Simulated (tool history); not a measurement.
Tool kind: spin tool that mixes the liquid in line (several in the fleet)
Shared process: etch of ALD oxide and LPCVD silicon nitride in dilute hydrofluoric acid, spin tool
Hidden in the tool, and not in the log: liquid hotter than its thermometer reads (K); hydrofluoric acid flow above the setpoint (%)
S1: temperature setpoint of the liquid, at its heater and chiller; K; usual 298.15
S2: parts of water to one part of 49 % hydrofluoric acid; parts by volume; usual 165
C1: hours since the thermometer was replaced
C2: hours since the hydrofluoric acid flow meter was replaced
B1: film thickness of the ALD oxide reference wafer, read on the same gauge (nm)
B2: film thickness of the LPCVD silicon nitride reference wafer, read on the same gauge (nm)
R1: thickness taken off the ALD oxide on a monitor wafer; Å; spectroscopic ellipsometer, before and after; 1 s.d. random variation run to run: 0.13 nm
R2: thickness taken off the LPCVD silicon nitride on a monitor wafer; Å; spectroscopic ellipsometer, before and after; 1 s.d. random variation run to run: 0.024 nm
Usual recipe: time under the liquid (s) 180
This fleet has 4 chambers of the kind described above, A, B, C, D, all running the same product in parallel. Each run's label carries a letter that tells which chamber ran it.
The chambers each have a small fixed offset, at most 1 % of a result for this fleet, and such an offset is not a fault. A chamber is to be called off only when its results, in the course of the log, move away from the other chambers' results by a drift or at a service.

{"day": 0.375, "done": "chamber D: hydrofluoric acid flow meter replaced"}
{"run": "1C", "day": 0.6, "S1": 298.15, "S2": 165, "time under the liquid (s)": 180, "C1": 381.3, "C2": 312.1, "B1": 149.97, "B2": 50.008, "R1": 179.18, "R2": 6.1412}
{"run": "2D", "day": 0.912, "S1": 298.15, "S2": 165, "time under the liquid (s)": 180, "C1": 1651.8, "C2": 12.9, "B1": 149.99, "B2": 50.028, "R1": 183.13, "R2": 6.2684}
{"run": "3A", "day": 1.371, "S1": 298.15, "S2": 165, "time under the liquid (s)": 180, "C1": 1274.8, "C2": 194.6, "B1": 150, "B2": 50.015, "R1": 180.3, "R2": 6.4997}
{"run": "4B", "day": 1.867, "S1": 298.15, "S2": 165, "time under the liquid (s)": 180, "C1": 401.2, "C2": 454.3, "B1": 149.99, "B2": 49.996, "R1": 180.77, "R2": 6.0465}
{"run": "5A", "day": 2.525, "S1": 303.15, "S2": 165, "time under the liquid (s)": 180, "C1": 1302.5, "C2": 222.3, "B1": 149.98, "B2": 50.004, "R1": 216.66, "R2": 8.7586}
{"run": "6C", "day": 2.896, "S1": 303.15, "S2": 165, "time under the liquid (s)": 180, "C1": 436.4, "C2": 367.2, "B1": 149.99, "B2": 50.016, "R1": 212.51, "R2": 8.4361}
{"run": "7D", "day": 3.208, "S1": 303.15, "S2": 165, "time under the liquid (s)": 180, "C1": 1706.9, "C2": 68, "B1": 150, "B2": 50.009, "R1": 220.38, "R2": 8.8011}
{"run": "8B", "day": 3.692, "S1": 303.15, "S2": 165, "time under the liquid (s)": 180, "C1": 445, "C2": 498.1, "B1": 150.01, "B2": 49.999, "R1": 216.43, "R2": 8.2499}
{"run": "9C", "day": 4.0, "S1": 298.15, "S2": 165, "time under the liquid (s)": 180, "C1": 462.9, "C2": 393.7, "B1": 150.03, "B2": 49.999, "R1": 180.74, "R2": 6.4185}
{"run": "10A", "day": 4.596, "S1": 298.15, "S2": 165, "time under the liquid (s)": 180, "C1": 1352.2, "C2": 272, "B1": 149.99, "B2": 50.002, "R1": 181.36, "R2": 6.2682}
{"run": "11B", "day": 5.117, "S1": 298.15, "S2": 165, "time under the liquid (s)": 180, "C1": 479.2, "C2": 532.3, "B1": 149.98, "B2": 49.992, "R1": 181.35, "R2": 6.4086}
{"run": "12D", "day": 5.642, "S1": 298.15, "S2": 165, "time under the liquid (s)": 180, "C1": 1765.3, "C2": 126.4, "B1": 149.99, "B2": 50.003, "R1": 183.1, "R2": 6.0108}
{"run": "13C", "day": 6.033, "S1": 298.15, "S2": 165, "time under the liquid (s)": 180, "C1": 511.7, "C2": 442.5, "B1": 150, "B2": 50.027, "R1": 180.49, "R2": 6.1678}
{"run": "14D", "day": 6.55, "S1": 298.15, "S2": 165, "time under the liquid (s)": 180, "C1": 1787.1, "C2": 148.2, "B1": 150, "B2": 49.974, "R1": 183.03, "R2": 6.3809}
{"run": "15B", "day": 7.042, "S1": 298.15, "S2": 165, "time under the liquid (s)": 180, "C1": 525.4, "C2": 578.5, "B1": 150, "B2": 49.986, "R1": 182.83, "R2": 6.116}
{"run": "16A", "day": 7.529, "S1": 298.15, "S2": 165, "time under the liquid (s)": 180, "C1": 1422.6, "C2": 342.4, "B1": 149.99, "B2": 50.016, "R1": 183.38, "R2": 6.044}
{"run": "17D", "day": 7.842, "S1": 298.15, "S2": 95, "time under the liquid (s)": 180, "C1": 1818.1, "C2": 179.2, "B1": 150, "B2": 50.008, "R1": 348.49, "R2": 10.999}
{"run": "18C", "day": 8.538, "S1": 298.15, "S2": 95, "time under the liquid (s)": 180, "C1": 571.8, "C2": 502.6, "B1": 150.02, "B2": 49.982, "R1": 336.91, "R2": 11.277}
{"run": "19B", "day": 9.058, "S1": 298.15, "S2": 95, "time under the liquid (s)": 180, "C1": 573.8, "C2": 626.9, "B1": 150, "B2": 49.99, "R1": 348.91, "R2": 11.008}
{"run": "20A", "day": 9.733, "S1": 298.15, "S2": 95, "time under the liquid (s)": 180, "C1": 1475.5, "C2": 395.3, "B1": 149.98, "B2": 49.996, "R1": 344.98, "R2": 11}
{"run": "21B", "day": 10.204, "S1": 298.15, "S2": 165, "time under the liquid (s)": 180, "C1": 601.3, "C2": 654.4, "B1": 149.99, "B2": 50.024, "R1": 184.12, "R2": 6.4948}
{"run": "22A", "day": 10.867, "S1": 298.15, "S2": 165, "time under the liquid (s)": 180, "C1": 1502.7, "C2": 422.5, "B1": 149.98, "B2": 50.007, "R1": 180.02, "R2": 6.4844}
{"run": "23C", "day": 11.171, "S1": 298.15, "S2": 165, "time under the liquid (s)": 180, "C1": 635, "C2": 565.8, "B1": 150, "B2": 50.001, "R1": 182.15, "R2": 5.954}
{"run": "24D", "day": 11.662, "S1": 298.15, "S2": 165, "time under the liquid (s)": 180, "C1": 1909.8, "C2": 270.9, "B1": 149.99, "B2": 50.031, "R1": 182.26, "R2": 6.3761}
{"run": "25A", "day": 12.354, "S1": 298.15, "S2": 165, "time under the liquid (s)": 180, "C1": 1538.4, "C2": 458.2, "B1": 149.99, "B2": 49.987, "R1": 182.8, "R2": 6.1098}
{"run": "26C", "day": 12.908, "S1": 298.15, "S2": 165, "time under the liquid (s)": 180, "C1": 676.7, "C2": 607.5, "B1": 150, "B2": 49.99, "R1": 182.86, "R2": 5.8934}
{"day": 13.392, "done": "chamber C: thermometer replaced"}
{"run": "27B", "day": 13.604, "S1": 298.15, "S2": 165, "time under the liquid (s)": 180, "C1": 682.9, "C2": 736, "B1": 149.98, "B2": 49.996, "R1": 186.92, "R2": 7.0191}
{"run": "28D", "day": 14.125, "S1": 298.15, "S2": 165, "time under the liquid (s)": 180, "C1": 1968.9, "C2": 330, "B1": 150, "B2": 50.028, "R1": 183.04, "R2": 6.3914}
{"run": "29A", "day": 14.433, "S1": 298.15, "S2": 165, "time under the liquid (s)": 180, "C1": 1588.3, "C2": 508.1, "B1": 150, "B2": 49.973, "R1": 180.75, "R2": 6.2012}
{"run": "30B", "day": 14.833, "S1": 298.15, "S2": 165, "time under the liquid (s)": 180, "C1": 712.4, "C2": 765.5, "B1": 149.97, "B2": 49.99, "R1": 189.32, "R2": 6.4765}
{"run": "31D", "day": 15.3, "S1": 298.15, "S2": 165, "time under the liquid (s)": 180, "C1": 1997.1, "C2": 358.2, "B1": 150, "B2": 50.004, "R1": 183.24, "R2": 6.5469}
{"run": "32C", "day": 15.867, "S1": 298.15, "S2": 165, "time under the liquid (s)": 180, "C1": 59.5, "C2": 678.5, "B1": 149.99, "B2": 49.985, "R1": 180.1, "R2": 6.4015}
{"run": "33B", "day": 16.508, "S1": 298.15, "S2": 165, "time under the liquid (s)": 180, "C1": 752.6, "C2": 805.7, "B1": 149.99, "B2": 50.023, "R1": 191.61, "R2": 6.5528}
{"run": "34A", "day": 16.821, "S1": 298.15, "S2": 165, "time under the liquid (s)": 180, "C1": 1645.6, "C2": 565.4, "B1": 149.99, "B2": 49.993, "R1": 180.94, "R2": 6.3119}
{"run": "35D", "day": 17.488, "S1": 298.15, "S2": 165, "time under the liquid (s)": 180, "C1": 2049.6, "C2": 410.7, "B1": 149.99, "B2": 49.992, "R1": 182.39, "R2": 6.3246}
{"day": 17.567, "done": "chamber C: hydrofluoric acid flow meter replaced"}
{"run": "36C", "day": 17.838, "S1": 298.15, "S2": 165, "time under the liquid (s)": 180, "C1": 106.8, "C2": 6.5, "B1": 149.99, "B2": 49.991, "R1": 179.43, "R2": 5.7151}
{"run": "37C", "day": 18.308, "S1": 298.15, "S2": 165, "time under the liquid (s)": 180, "C1": 118.1, "C2": 17.8, "B1": 150.01, "B2": 49.998, "R1": 181.4, "R2": 6.582}
{"run": "38D", "day": 18.938, "S1": 298.15, "S2": 165, "time under the liquid (s)": 180, "C1": 2084.4, "C2": 445.5, "B1": 150.01, "B2": 49.979, "R1": 183.55, "R2": 5.7583}
{"run": "39B", "day": 19.571, "S1": 298.15, "S2": 165, "time under the liquid (s)": 180, "C1": 826.1, "C2": 879.2, "B1": 150.01, "B2": 50.006, "R1": 195.31, "R2": 6.8641}
{"run": "40A", "day": 20.271, "S1": 298.15, "S2": 165, "time under the liquid (s)": 180, "C1": 1728.4, "C2": 648.2, "B1": 149.99, "B2": 50.017, "R1": 179.24, "R2": 6.2448}
{"run": "41B", "day": 20.671, "S1": 296.15, "S2": 165, "time under the liquid (s)": 265, "C1": 852.5, "C2": 905.6, "B1": 150.01, "B2": 50.036, "R1": 266.87, "R2": 9.2052}
{"run": "42D", "day": 21.317, "S1": 296.15, "S2": 165, "time under the liquid (s)": 265, "C1": 2141.5, "C2": 502.6, "B1": 149.99, "B2": 50.023, "R1": 249.52, "R2": 8.0297}

Does one chamber stand apart from the rest, does the shared gauge drift, or is all well apart from small per-chamber offsets? Give the chamber and the most likely cause, where there is one.

Little by little, chamber B moves away from the other chambers.
Cause: hydrofluoric acid flow above the setpoint (%) = 8.31.

Chamber B could run next with any of the 4 candidate recipes listed below; each alters the usual settings, and their results appear as question marks. Which one brings its results back in line with what the other chambers deliver on the usual settings?
Allowed miss from the other chambers' usual-settings mean, per result, to count as in line: R1 4.4 Å; R2 0.86 Å
{"run": "43B-1", "day": 21.817, "S1": 298.65, "S2": 175, "time under the liquid (s)": 175, "R1": "?", "R2": "?"}
{"run": "43B-2", "day": 21.817, "S1": 297.65, "S2": 155, "time under the liquid (s)": 185, "R1": "?", "R2": "?"}
{"run": "43B-3", "day": 21.817, "S1": 298.15, "S2": 160, "time under the liquid (s)": 180, "R1": "?", "R2": "?"}
{"run": "43B-4", "day": 21.817, "S1": 298.15, "S2": 170, "time under the liquid (s)": 180, "R1": "?", "R2": "?"}

Mean of the other chambers on the usual settings: R1 181.3 Å; R2 6.3443 Å
run=43B-1 R1=182.88 R2=6.489
run=43B-2 R1=214.48 R2=7.2499
run=43B-3 R1=205.06 R2=7.0641
run=43B-4 R1=191.02 R2=6.6539
The answer is 43B-1, which returns the chamber to within the allowed miss of the others.
